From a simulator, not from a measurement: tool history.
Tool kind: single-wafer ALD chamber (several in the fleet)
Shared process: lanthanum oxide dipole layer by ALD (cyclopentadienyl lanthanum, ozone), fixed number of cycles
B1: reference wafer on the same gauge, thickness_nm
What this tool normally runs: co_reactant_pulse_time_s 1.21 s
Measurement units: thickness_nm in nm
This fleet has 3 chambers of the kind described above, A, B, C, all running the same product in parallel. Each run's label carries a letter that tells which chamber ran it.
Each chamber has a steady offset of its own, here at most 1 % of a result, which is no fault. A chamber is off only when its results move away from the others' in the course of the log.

run 1A hour=9.8 | co_reactant_pulse_time_s=1.21 | B1=0.57978 | thickness_nm=0.52492
run 2C hour=23.2 | co_reactant_pulse_time_s=1.21 | B1=0.58048 | thickness_nm=0.51913
run 3B hour=34.2 | co_reactant_pulse_time_s=1.21 | B1=0.58002 | thickness_nm=0.52739
-- hour=36.3 chamber A: ozone generator serviced
run 4B hour=47.9 | co_reactant_pulse_time_s=1.21 | B1=0.58011 | thickness_nm=0.52801
run 5A hour=57.5 | co_reactant_pulse_time_s=1.21 | B1=0.58014 | thickness_nm=0.52643
run 6C hour=70.5 | co_reactant_pulse_time_s=1.21 | B1=0.5806 | thickness_nm=0.52288
run 7B hour=77.5 | co_reactant_pulse_time_s=1.21 | B1=0.58012 | thickness_nm=0.52817
run 8C hour=90 | co_reactant_pulse_time_s=1.53 | B1=0.57994 | thickness_nm=0.54348
run 9A hour=102 | co_reactant_pulse_time_s=1.53 | B1=0.58009 | thickness_nm=0.54964
run 10C hour=114 | co_reactant_pulse_time_s=1.53 | B1=0.57952 | thickness_nm=0.54731
run 11A hour=124.9 | co_reactant_pulse_time_s=1.37 | B1=0.58016 | thickness_nm=0.54193
run 12B hour=139.1 | co_reactant_pulse_time_s=1.37 | B1=0.58047 | thickness_nm=0.53705
run 13B hour=145.4 | co_reactant_pulse_time_s=1.37 | B1=0.58012 | thickness_nm=0.53861
run 14C hour=159.7 | co_reactant_pulse_time_s=1.21 | B1=0.58024 | thickness_nm=0.52663
run 15A hour=171.4 | co_reactant_pulse_time_s=1.21 | B1=0.58028 | thickness_nm=0.52503
run 16C hour=185.9 | co_reactant_pulse_time_s=1.21 | B1=0.5801 | thickness_nm=0.52053
run 17B hour=194.4 | co_reactant_pulse_time_s=1.21 | B1=0.58028 | thickness_nm=0.52221
run 18A hour=208.5 | co_reactant_pulse_time_s=1.54 | B1=0.57985 | thickness_nm=0.55086
run 19B hour=217.3 | co_reactant_pulse_time_s=1.54 | B1=0.57991 | thickness_nm=0.54573
run 20C hour=224.1 | co_reactant_pulse_time_s=1.54 | B1=0.57949 | thickness_nm=0.54753
run 21A hour=235.1 | co_reactant_pulse_time_s=1.21 | B1=0.58015 | thickness_nm=0.5266
run 22C hour=247.6 | co_reactant_pulse_time_s=1.21 | B1=0.58001 | thickness_nm=0.52177
run 23B hour=256.1 | co_reactant_pulse_time_s=1.21 | B1=0.58007 | thickness_nm=0.51441
run 24A hour=265.3 | co_reactant_pulse_time_s=1.21 | B1=0.57976 | thickness_nm=0.52541
run 25B hour=275.3 | co_reactant_pulse_time_s=1.21 | B1=0.57945 | thickness_nm=0.51467
run 26C hour=284.4 | co_reactant_pulse_time_s=1.21 | B1=0.5797 | thickness_nm=0.5208
run 27A hour=296.1 | co_reactant_pulse_time_s=1.21 | B1=0.57962 | thickness_nm=0.52669
run 28B hour=302.8 | co_reactant_pulse_time_s=1.21 | B1=0.58002 | thickness_nm=0.51428
run 29C hour=315.4 | co_reactant_pulse_time_s=1.21 | B1=0.57991 | thickness_nm=0.51996
run 30A hour=329.8 | co_reactant_pulse_time_s=1.21 | B1=0.57984 | thickness_nm=0.52483
run 31B hour=342.6 | co_reactant_pulse_time_s=1.21 | B1=0.57991 | thickness_nm=0.51175
run 32A hour=356.1 | co_reactant_pulse_time_s=1.21 | B1=0.58004 | thickness_nm=0.52809
run 33C hour=366.9 | co_reactant_pulse_time_s=1.21 | B1=0.5801 | thickness_nm=0.52371
run 34B hour=376.3 | co_reactant_pulse_time_s=1.21 | B1=0.58014 | thickness_nm=0.50478
run 35A hour=389.6 | co_reactant_pulse_time_s=1.21 | B1=0.58002 | thickness_nm=0.52714
run 36C hour=399.8 | co_reactant_pulse_time_s=1.21 | B1=0.57976 | thickness_nm=0.51892
run 37C hour=409.6 | co_reactant_pulse_time_s=1.21 | B1=0.58037 | thickness_nm=0.52229
run 38B hour=418.4 | co_reactant_pulse_time_s=1.21 | B1=0.57972 | thickness_nm=0.50627

Next, all 3 chambers run the settings below, one line each with question marks for the results. What does each chamber give?
run 39A hour=428.8 | co_reactant_pulse_time_s=1.21 | thickness_nm=?
run 39B hour=428.8 | co_reactant_pulse_time_s=1.21 | thickness_nm=?
run 39C hour=428.8 | co_reactant_pulse_time_s=1.21 | thickness_nm=?

run=39A thickness_nm=0.52535
run=39B thickness_nm=0.50531
run=39C thickness_nm=0.5232

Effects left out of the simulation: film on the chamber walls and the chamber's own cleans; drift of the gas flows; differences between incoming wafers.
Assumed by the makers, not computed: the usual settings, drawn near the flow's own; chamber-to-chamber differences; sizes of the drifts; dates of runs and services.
